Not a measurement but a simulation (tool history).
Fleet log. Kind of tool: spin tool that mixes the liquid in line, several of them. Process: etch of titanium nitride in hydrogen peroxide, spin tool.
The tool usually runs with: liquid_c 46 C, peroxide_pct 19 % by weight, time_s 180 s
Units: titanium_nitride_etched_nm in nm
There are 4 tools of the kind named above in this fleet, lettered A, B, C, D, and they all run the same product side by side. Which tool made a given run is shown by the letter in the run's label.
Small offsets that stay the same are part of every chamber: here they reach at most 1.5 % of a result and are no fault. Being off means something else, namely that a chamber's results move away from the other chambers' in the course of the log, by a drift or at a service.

run	day	liquid_c	peroxide_pct	time_s	hours since the thermometer was replaced	hours since the peroxide flow meter was replaced	hours since the heated supply line was repaired	hours since the drum of peroxide was connected	read-back film thickness of the titanium nitride reference wafer, read on the same gauge (nm)	titanium_nitride_etched_nm
1C	0.292	46	19	180	105.6	513.4	763.1	143.6	59.983	6.9577
2D	0.604	46	19	180	254.5	420.5	1425	602	60.004	7.0997
3B	0.788	46	19	180	1406.3	418.6	1015.9	57.8	60.002	6.9441
4A	1.071	46	19	180	527.2	1016.3	3368.1	104	60.024	6.9574
5A	1.317	46	19	280	533.1	1022.2	3374	109.9	60.017	10.943
6B	1.617	46	19	280	1426.2	438.5	1035.8	77.7	59.99	10.829
7D	1.883	46	19	280	285.2	451.2	1455.7	632.7	59.987	10.884
8C	2.083	46	19	280	148.6	556.4	806.1	186.6	59.994	10.754
# day 2.208: chamber A: heated supply line repaired
9C	2.35	46	14	180	155	562.8	812.5	193	59.981	6.4182
10B	2.525	46	14	180	1448	460.3	1057.6	99.5	60.011	6.426
11D	2.783	46	14	180	306.8	472.8	1477.3	654.3	59.978	6.4847
12A	3.038	46	14	180	574.4	1063.5	19.9	151.2	60.016	6.4775
13B	3.338	46	19	180	1467.5	479.8	1077.1	119	60.013	6.8938
# day 3.529: chamber D: new drum of peroxide connected
14C	3.683	46	19	180	187	594.8	844.5	225	59.981	6.9111
15D	3.954	46	19	180	334.9	500.9	1505.4	10.3	59.954	6.9299
16A	4.129	46	19	180	600.6	1089.7	46.1	177.4	60.001	6.8731
17D	4.408	46	19	180	345.8	511.8	1516.3	21.2	59.96	6.9627
18B	4.662	46	19	180	1499.3	511.6	1108.9	150.8	59.994	6.8839
19A	4.971	46	19	180	620.8	1109.9	66.3	197.6	60	6.9692
20C	5.321	46	19	180	226.3	634.1	883.8	264.3	60.038	6.9131
21D	5.583	46	19	180	374	540	1544.5	49.4	59.974	7.0953
22B	5.821	46	19	180	1527.1	539.4	1136.7	178.6	59.969	6.9659
23A	6.025	46	19	180	646.1	1135.2	91.6	222.9	59.996	6.9202
24C	6.208	46	19	215	247.6	655.4	905.1	285.6	59.968	8.3537
25C	6.429	46	19	215	252.9	660.7	910.4	290.9	60.001	8.3193
26A	6.612	46	19	215	660.2	1149.3	105.7	237	60.012	8.384
27D	6.879	46	19	215	405.1	571.1	1575.6	80.5	59.981	8.3917
28B	7.117	46	19	180	1558.2	570.5	1167.8	209.7	60.019	6.993
29B	7.383	46	19	180	1564.6	576.9	1174.2	216.1	59.967	6.9265
30D	7.696	46	19	180	424.7	590.7	1595.2	100.1	60.02	6.9404
31C	8.021	46	19	180	291.1	698.9	948.6	329.1	59.995	6.9904
32A	8.375	46	19	180	702.5	1191.6	148	279.3	59.997	6.9337
33A	8.546	46	19	180	706.6	1195.7	152.1	283.4	60.01	6.855
34B	8.821	46	19	180	1599.1	611.4	1208.7	250.6	59.984	6.953
35D	9.142	46	19	180	459.4	625.4	1629.9	134.8	60.001	6.9752
36C	9.338	46	19	180	322.7	730.5	980.2	360.7	60.022	6.9924
37A	9.662	46	19	180	733.4	1222.5	178.9	310.2	60.018	6.9271
38D	10.012	46	19	180	480.3	646.3	1650.8	155.7	60.027	6.9385
39B	10.217	46	19	180	1632.6	644.9	1242.2	284.1	60.001	6.9432
40C	10.417	46	19	180	348.6	756.4	1006.1	386.6	60.01	6.9202
41B	10.65	46	19	180	1643	655.3	1252.6	294.5	60.028	6.9219
42D	10.833	46	19	180	500	666	1670.5	175.4	59.974	6.9228

The same settings go to every chamber for the next run, one line per chamber below. Forecast the results for each:
43A	11.1	39	19	180						?
43B	11.1	39	19	180						?
43C	11.1	39	19	180						?
43D	11.1	39	19	180						?

run	titanium_nitride_etched_nm
43A	4.1138
43B	4.1065
43C	4.0534
43D	4.0472
